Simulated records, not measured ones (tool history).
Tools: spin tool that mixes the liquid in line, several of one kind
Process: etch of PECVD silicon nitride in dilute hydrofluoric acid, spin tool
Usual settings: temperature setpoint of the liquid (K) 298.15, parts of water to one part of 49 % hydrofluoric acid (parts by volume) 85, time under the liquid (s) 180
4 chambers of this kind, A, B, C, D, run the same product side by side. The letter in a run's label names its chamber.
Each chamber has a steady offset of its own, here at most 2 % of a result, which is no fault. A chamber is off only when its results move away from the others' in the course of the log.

run	hour	temperature setpoint of the liquid (K)	parts of water to one part of 49 % hydrofluoric acid (parts by volume)	time under the liquid (s)	hours since the thermometer was replaced	hours since the hydrofluoric acid flow meter was replaced	read-back film thickness of the PECVD silicon nitride reference wafer, read on the same gauge (nm)	thickness taken off the PECVD silicon nitride on a monitor wafer (Å)
1A	3.3	298.15	85	180	776.7	843.8	30.012	126.360
2B	7.9	298.15	85	180	142.9	109.0	30.003	126.030
3C	10.2	298.15	85	180	642.5	563.4	30.008	130.100
4D	14.4	298.15	85	180	56.6	720.0	29.951	129.270
5C	18.4	298.15	85	180	650.7	571.6	29.999	130.460
6B	21.2	298.15	85	180	156.2	122.3	29.982	126.880
7A	25.4	298.15	85	180	798.8	865.9	30.020	125.930
8D	27.7	298.15	85	180	69.9	733.3	30.014	130.110
9C	32.3	298.15	85	180	664.6	585.5	29.986	129.740
10B	36.6	296.15	120	180	171.6	137.7	30.009	79.046
11A	40.7	296.15	120	180	814.1	881.2	29.988	79.700
12D	43.2	296.15	120	180	85.4	748.8	29.953	79.211
13A	48.5	296.15	120	180	821.9	889.0	29.970	80.084
14D	51.7	298.15	85	180	93.9	757.3	29.989	128.570
15B	55.4	298.15	85	180	190.4	156.5	30.048	125.080
16C	58.0	298.15	85	180	690.3	611.2	30.000	128.200
17C	63.2	298.15	115	180	695.5	616.4	29.941	95.485
18A	68.0	298.15	115	180	841.4	908.5	30.048	94.199
19B	70.8	298.15	115	180	205.8	171.9	30.022	92.985
20D	75.9	298.15	115	180	118.1	781.5	30.032	94.172
21B	78.5	298.15	85	180	213.5	179.6	29.962	124.660
22D	82.6	298.15	85	180	124.8	788.2	30.008	129.270
23A	87.9	298.15	85	180	861.3	928.4	29.992	130.370
24C	92.0	298.15	85	180	724.3	645.2	29.965	128.850
25A	97.0	298.15	85	180	870.4	937.5	29.978	129.640
26B	99.5	294.15	85	75	234.5	200.6	30.009	40.160
27D	103.3	294.15	85	75	145.5	808.9	29.992	40.960
28C	107.8	294.15	85	75	740.1	661.0	30.001	40.943
29C	112.6	294.15	85	75	744.9	665.8	30.026	41.237
30D	116.0	298.15	85	180	158.2	821.6	30.028	127.660
31A	120.8	298.15	85	180	894.2	961.3	30.020	132.980
32B	124.7	298.15	85	180	259.7	225.8	29.980	126.140
33D	129.3	298.15	85	180	171.5	834.9	30.042	127.880
34B	131.9	294.65	85	180	266.9	233.0	30.001	100.120
35A	135.1	294.65	85	180	908.5	975.6	29.994	107.080
36C	138.6	294.65	85	180	770.9	691.8	29.962	101.530
# hour 142.5: chamber C: thermometer replaced
37D	143.0	294.65	85	180	185.2	848.6	29.969	100.630
38C	146.3	298.15	85	180	3.8	699.5	30.013	129.550
39B	148.6	298.15	85	180	283.6	249.7	30.000	128.140
40A	152.4	298.15	85	180	925.8	992.9	29.986	137.410
41A	156.0	298.15	85	180	929.4	996.5	29.995	136.960
42B	158.8	298.15	50	180	293.8	259.9	29.985	214.040

All 4 chambers run these settings next. Forecast each chamber's results:
43A	162.6	298.15	85	180				?
43B	162.6	298.15	85	180				?
43C	162.6	298.15	85	180				?
43D	162.6	298.15	85	180				?

run	thickness taken off the PECVD silicon nitride on a monitor wafer (Å)
43A	137.630
43B	125.930
43C	128.120
43D	128.890
